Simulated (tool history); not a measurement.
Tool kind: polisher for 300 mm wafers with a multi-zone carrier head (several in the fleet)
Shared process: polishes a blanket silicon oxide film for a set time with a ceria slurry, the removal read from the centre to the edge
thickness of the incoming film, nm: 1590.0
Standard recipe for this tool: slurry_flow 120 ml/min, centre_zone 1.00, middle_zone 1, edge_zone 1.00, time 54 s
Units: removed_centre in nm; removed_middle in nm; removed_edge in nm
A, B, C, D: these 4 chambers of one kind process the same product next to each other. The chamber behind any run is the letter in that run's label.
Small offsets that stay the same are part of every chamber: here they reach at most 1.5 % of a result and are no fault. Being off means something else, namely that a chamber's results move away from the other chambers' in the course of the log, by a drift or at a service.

run   hour  slurry_flow  centre_zone  middle_zone  edge_zone  time  removed_centre  removed_middle  removed_edge
 1C    4.1          120         1.00            1       1.00    54          367.83          373.01        383.12
 2A    7.5          120         1.00            1       1.00    54          379.41          374.16        372.29
 3B   10.4          120         1.00            1       1.00    54          377.11          367.65        368.92
 4D   17.0          120         1.00            1       1.00    54          370.06          369.61        373.12
      21.1  -- chamber D: slurry nozzle cleaned
 5A   23.2          120         1.00            1       1.00    54          367.43          367.27        382.05
 6B   27.0          105         1.00            1       1.00    54          364.42          356.25        360.78
 7D   32.4          105         1.00            1       1.00    54          353.93          352.44        368.42
 8C   36.6          105         1.00            1       1.00    54          352.64          359.39        361.17
 9A   40.7          105         1.00            1       1.00    54          362.07          349.66        365.98
      41.1  -- chamber A: worn pad replaced by a new one
      45.5  -- chamber B: worn pad replaced by a new one
10C   46.5          120         1.00            1       1.00    54          369.25          374.10        372.61
      47.3  -- chamber C: centre zone pressure recalibrated
11D   50.5          120         1.00            1       1.00    54          365.60          366.05        366.89
12B   55.3          120         1.00            1       1.00    54          380.14          360.85        372.17
13D   60.8          120         1.00            1       1.00    54          360.31          355.17        358.21
14A   64.7          120         1.00            1       1.11    69          471.08          470.09        508.45
      65.9  -- chamber B: slurry nozzle cleaned
15B   69.5          120         1.00            1       1.11    69          479.24          469.27        508.17
16C   75.6          120         1.00            1       1.11    69          475.25          468.52        495.92
17D   79.6          120         1.00            1       1.11    69          457.76          453.57        480.91
18A   83.0          120         1.00            1       1.00    54          368.59          373.93        373.42
19C   87.9          120         1.00            1       1.00    54          368.06          376.88        378.20
20B   93.9          120         1.00            1       1.00    54          379.80          369.22        368.54
21C   99.1          120         1.00            1       1.00    54          366.64          375.56        370.15
22D  102.2          120         1.00            1       1.00    54          346.29          351.07        349.88
23A  107.5          120         1.00            1       1.00    54          371.83          370.99        376.78
     108.0  -- chamber D: centre zone pressure recalibrated
     110.7  -- chamber C: worn pad replaced by a new one
24B  113.1          120         0.89            1       1.00    36          220.10          248.11        245.01
25C  119.3          120         0.89            1       1.00    36          217.94          247.77        246.61
26D  124.1          120         0.89            1       1.00    36          205.01          228.94        231.47
     125.8  -- chamber A: worn pad replaced by a new one
     125.9  -- chamber A: edge zone pressure recalibrated
     128.0  -- chamber B: worn pad replaced by a new one
27B  128.8          120         0.89            1       1.00    36          221.12          244.15        253.22
28A  133.5          135         1.00            1       1.10    54          385.07          380.86        397.00
29A  137.3          135         1.00            1       1.10    54          377.37          382.67        401.24
30C  141.5          135         1.00            1       1.10    54          378.60          379.80        405.35
31D  144.7          135         1.00            1       1.10    54          349.52          347.44        365.84
32B  148.1          120         1.00            1       1.00    54          381.86          363.16        372.80

Does one chamber stand apart from the rest, does the shared gauge drift, or is all well apart from small per-chamber offsets? Give the chamber and the most likely cause, where there is one.

Little by little, chamber D moves away from the other chambers.
Likeliest cause: removal rate lost through wear of the pad, % = 9.41.

Here are 4 candidates for chamber D's next run, each the usual settings with a change, their results left as question marks. Which one brings its results back in line with what the others give on the usual settings?
A result is in line if it is within this distance of the other chambers' mean on the usual settings: removed_centre 12.00 nm; removed_middle 14.00 nm; removed_edge 14.00 nm
33D-1  152.9          125         1.01         1.01       1.01    64               ?               ?             ?
33D-2  152.9          120         1.00         1.00       1.00    49               ?               ?             ?
33D-3  152.9          120         1.00         1.00       1.00    59               ?               ?             ?
33D-4  152.9          115         1.00         0.99       1.00    45               ?               ?             ?

Average result of the remaining chambers running the usual settings: removed_centre 372.63 nm; removed_middle 371.00 nm; removed_edge 373.39 nm
  run  removed_centre  removed_middle  removed_edge
33D-1          409.60          407.58        408.95
33D-2          306.91          306.38        309.49
33D-3          369.54          368.91        372.65
33D-4          278.61          275.99        282.30
33D-3 is the one that brings the chamber's results back in line with the other chambers.
